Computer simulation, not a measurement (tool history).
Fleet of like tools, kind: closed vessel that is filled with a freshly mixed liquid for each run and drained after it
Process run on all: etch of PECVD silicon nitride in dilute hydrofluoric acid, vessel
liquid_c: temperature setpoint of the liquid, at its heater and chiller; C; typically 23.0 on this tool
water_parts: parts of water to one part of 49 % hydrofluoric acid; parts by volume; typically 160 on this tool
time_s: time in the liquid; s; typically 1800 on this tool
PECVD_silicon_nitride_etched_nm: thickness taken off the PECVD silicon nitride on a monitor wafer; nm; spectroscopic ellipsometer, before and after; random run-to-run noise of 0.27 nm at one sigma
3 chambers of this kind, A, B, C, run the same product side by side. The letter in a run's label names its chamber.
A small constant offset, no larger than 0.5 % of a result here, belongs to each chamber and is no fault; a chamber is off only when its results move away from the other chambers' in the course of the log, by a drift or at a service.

run   hour  liquid_c  water_parts  time_s  hours since the thermometer was replaced  hours since the hydrofluoric acid flow meter was replaced  read-back film thickness of the PECVD silicon nitride reference wafer, read on the same gauge (nm)  PECVD_silicon_nitride_etched_nm
 1C    2.0      23.0          160    1800                                     531.9                                                     1330.2                                                                                              50.009                           31.669
 2A    5.0      23.0          160    1800                                     616.3                                                       85.5                                                                                              49.991                           31.172
 3B    9.2      23.0          160    1800                                    1497.9                                                      646.7                                                                                              49.991                           31.495
 4C   12.0      23.0          160    1800                                     541.9                                                     1340.2                                                                                              50.000                           31.403
 5A   15.0      23.0          160    1800                                     626.3                                                       95.5                                                                                              49.994                           31.460
 6B   18.8      23.0          160    1800                                    1507.5                                                      656.3                                                                                              50.025                           31.701
      19.6  -- chamber B: hydrofluoric acid flow meter replaced
 7A   22.6      23.0          160    1800                                     633.9                                                      103.1                                                                                              49.968                           31.597
 8C   25.9      23.0          160    1800                                     555.8                                                     1354.1                                                                                              49.990                           31.417
 9B   30.0      23.0          130    1395                                    1518.7                                                       10.5                                                                                              49.974                           30.467
10B   34.1      23.0          130    1395                                    1522.8                                                       14.6                                                                                              50.018                           30.054
11C   36.6      23.0          130    1395                                     566.5                                                     1364.8                                                                                              50.014                           29.931
12A   40.0      23.0          160    1800                                     651.3                                                      120.5                                                                                              49.982                           32.130
13A   42.4      21.0          225    1800                                     653.7                                                      122.9                                                                                              50.016                           19.670
14B   46.1      21.0          225    1800                                    1534.8                                                       26.6                                                                                              50.015                           20.131
15C   48.2      21.0          225    1800                                     578.1                                                     1376.4                                                                                              50.006                           20.055
16B   51.8      23.0          160    1800                                    1540.5                                                       32.3                                                                                              50.020                           31.691
17C   55.8      23.0          160    1800                                     585.7                                                     1384.0                                                                                              49.993                           31.175
18A   60.0      23.0          160    1800                                     671.3                                                      140.5                                                                                              50.028                           31.767
19B   62.3      23.0          160    1800                                    1551.0                                                       42.8                                                                                              50.034                           31.448
20A   66.4      23.0          160    1800                                     677.7                                                      146.9                                                                                              50.011                           31.819
21C   69.2      19.5          160    2145                                     599.1                                                     1397.4                                                                                              49.993                           29.687
22C   73.4      19.5          160    2145                                     603.3                                                     1401.6                                                                                              49.979                           29.850
23B   76.8      19.5          160    2145                                    1565.5                                                       57.3                                                                                              50.036                           29.864
24A   79.2      23.0          160    1800                                     690.5                                                      159.7                                                                                              50.011                           31.457
25A   81.7      23.0          200    2225                                     693.0                                                      162.2                                                                                              50.002                           30.992
26C   84.0      23.0          200    2225                                     613.9                                                     1412.2                                                                                              50.014                           31.526
27B   88.0      23.0          200    2225                                    1576.7                                                       68.5                                                                                              49.988                           31.756
28B   91.4      23.0          160    1800                                    1580.1                                                       71.9                                                                                              49.983                           31.135
29C   95.3      23.0          160    1800                                     625.2                                                     1423.5                                                                                              50.017                           31.958
30A   99.5      23.0          160    1800                                     710.8                                                      180.0                                                                                              50.005                           31.266
31A  101.9      23.0          160    1800                                     713.2                                                      182.4                                                                                              50.018                           31.894
32C  104.4      23.0          160    1800                                     634.3                                                     1432.6                                                                                              49.969                           31.306
33B  108.0      23.0          160    1800                                    1596.7                                                       88.5                                                                                              49.986                           31.664
34A  111.7      23.0          160    1800                                     723.0                                                      192.2                                                                                              50.001                           31.767
35B  114.9      23.0          160    1800                                    1603.6                                                       95.4                                                                                              50.017                           31.463
36C  117.7      23.0          160    1800                                     647.6                                                     1445.9                                                                                              49.997                           31.852
37C  121.3      23.0          160    1800                                     651.2                                                     1449.5                                                                                              50.045                           32.074
38A  123.5      23.0          160    1800                                     734.8                                                      204.0                                                                                              49.995                           31.462

Has any chamber moved away from the others, gradually or after a service, or does the common gauge drift, or do the chambers differ only by their own small steady offsets? State the chamber and the most likely cause if one applies.

No chamber is off and the gauge is stable; the differences are just each chamber's small, constant offset.
